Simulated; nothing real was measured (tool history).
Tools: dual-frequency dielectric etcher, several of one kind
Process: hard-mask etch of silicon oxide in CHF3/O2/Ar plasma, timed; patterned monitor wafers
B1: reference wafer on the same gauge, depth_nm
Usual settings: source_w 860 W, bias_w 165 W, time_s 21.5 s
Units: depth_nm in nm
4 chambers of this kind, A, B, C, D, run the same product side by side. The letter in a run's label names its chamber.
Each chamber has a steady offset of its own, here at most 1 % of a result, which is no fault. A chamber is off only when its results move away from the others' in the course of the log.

Run 1C, hour 10.1: usual settings; B1 53.072. Result: depth_nm 47.780 nm.
Run 2B, hour 22.1: usual settings; B1 53.005. Result: depth_nm 48.002 nm.
Run 3D, hour 30.6: usual settings; B1 52.919. Result: depth_nm 47.620 nm.
Run 4A, hour 41.5: usual settings; B1 53.038. Result: depth_nm 47.643 nm.
Run 5B, hour 48.8: usual settings but bias_w 178 W, time_s 18.5 s; B1 53.030. Result: depth_nm 41.668 nm.
Run 6A, hour 63.2: usual settings but bias_w 178 W, time_s 18.5 s; B1 53.057. Result: depth_nm 42.165 nm.
Run 7D, hour 76.5: usual settings but bias_w 178 W, time_s 18.5 s; B1 53.014. Result: depth_nm 41.903 nm.
Run 8C, hour 89.9: usual settings but bias_w 178 W, time_s 18.5 s; B1 52.950. Result: depth_nm 41.847 nm.
Run 9A, hour 102.7: usual settings; B1 53.037. Result: depth_nm 48.186 nm.
Run 10D, hour 112.2: usual settings; B1 52.916. Result: depth_nm 48.062 nm.
Run 11B, hour 121.9: usual settings; B1 52.929. Result: depth_nm 47.544 nm.
At hour 122.4: chamber B: wet clean of the chamber.
Run 12C, hour 129.6: usual settings; B1 52.929. Result: depth_nm 47.205 nm.
Run 13B, hour 143.2: usual settings; B1 52.911. Result: depth_nm 47.671 nm.
Run 14A, hour 157.1: usual settings; B1 53.033. Result: depth_nm 47.492 nm.
Run 15D, hour 167.4: usual settings; B1 53.091. Result: depth_nm 47.652 nm.
Run 16C, hour 173.9: usual settings but bias_w 128 W; B1 53.074. Result: depth_nm 43.456 nm.
At hour 175.2: chamber A: wet clean of the chamber.
Run 17D, hour 186.1: usual settings but bias_w 128 W; B1 53.012. Result: depth_nm 44.184 nm.
Run 18C, hour 193.4: usual settings but bias_w 128 W; B1 52.993. Result: depth_nm 44.281 nm.
Run 19B, hour 203.4: usual settings but bias_w 128 W; B1 52.993. Result: depth_nm 43.920 nm.
Run 20A, hour 213.8: usual settings; B1 53.020. Result: depth_nm 47.740 nm.
Run 21D, hour 225.1: usual settings; B1 53.025. Result: depth_nm 47.366 nm.
Run 22A, hour 235.7: usual settings; B1 53.030. Result: depth_nm 47.508 nm.
Run 23C, hour 247.2: usual settings; B1 53.012. Result: depth_nm 47.522 nm.
Run 24B, hour 255.9: usual settings; B1 53.013. Result: depth_nm 47.796 nm.
Run 25C, hour 266.4: usual settings but source_w 1070 W, time_s 18.0 s; B1 52.948. Result: depth_nm 43.332 nm.
Run 26D, hour 277.5: usual settings but source_w 1070 W, time_s 18.0 s; B1 52.995. Result: depth_nm 43.795 nm.
At hour 279.6: chamber C: wet clean of the chamber.
Run 27A, hour 283.9: usual settings but source_w 1070 W, time_s 18.0 s; B1 52.948. Result: depth_nm 43.789 nm.
Run 28B, hour 291.9: usual settings but source_w 1070 W, time_s 18.0 s; B1 53.050. Result: depth_nm 42.721 nm.
Run 29C, hour 300.8: usual settings; B1 52.902. Result: depth_nm 47.578 nm.
Run 30A, hour 314.9: usual settings but bias_w 151 W, time_s 26.0 s; B1 53.006. Result: depth_nm 56.052 nm.
At hour 323.2: chamber D: wet clean of the chamber.
Run 31B, hour 326.8: usual settings but bias_w 151 W, time_s 26.0 s; B1 53.018. Result: depth_nm 55.505 nm.
Run 32D, hour 337.1: usual settings but bias_w 151 W, time_s 26.0 s; B1 52.979. Result: depth_nm 56.159 nm.
Run 33B, hour 344.8: usual settings but bias_w 151 W, time_s 26.0 s; B1 52.934. Result: depth_nm 55.937 nm.
Run 34A, hour 355.0: usual settings; B1 52.930. Result: depth_nm 47.457 nm.
At hour 356.4: chamber B: bias power generator calibrated.
Run 35C, hour 367.2: usual settings; B1 53.033. Result: depth_nm 47.447 nm.
Run 36D, hour 375.7: usual settings; B1 53.028. Result: depth_nm 47.719 nm.
Run 37D, hour 383.4: usual settings; B1 52.975. Result: depth_nm 46.997 nm.
At hour 386.6: chamber C: bias power generator calibrated.
Run 38C, hour 390.4: usual settings; B1 53.063. Result: depth_nm 47.428 nm.
Run 39A, hour 404.6: usual settings; B1 53.040. Result: depth_nm 47.295 nm.
Run 40B, hour 411.9: usual settings; B1 53.087. Result: depth_nm 47.231 nm.
Run 41C, hour 424.2: usual settings; B1 53.027. Result: depth_nm 47.140 nm.
Run 42B, hour 434.0: usual settings; B1 53.023. Result: depth_nm 47.911 nm.
Run 43D, hour 441.2: usual settings; B1 53.015. Result: depth_nm 48.036 nm.
Run 44A, hour 450.5: usual settings; B1 52.979. Result: depth_nm 47.676 nm.

Is one chamber off against the others, does the gauge drift, or is nothing wrong? If a chamber is off, say which, and what the likeliest cause is.

No chamber stands off beyond its own small offset, and the gauge holds steady.
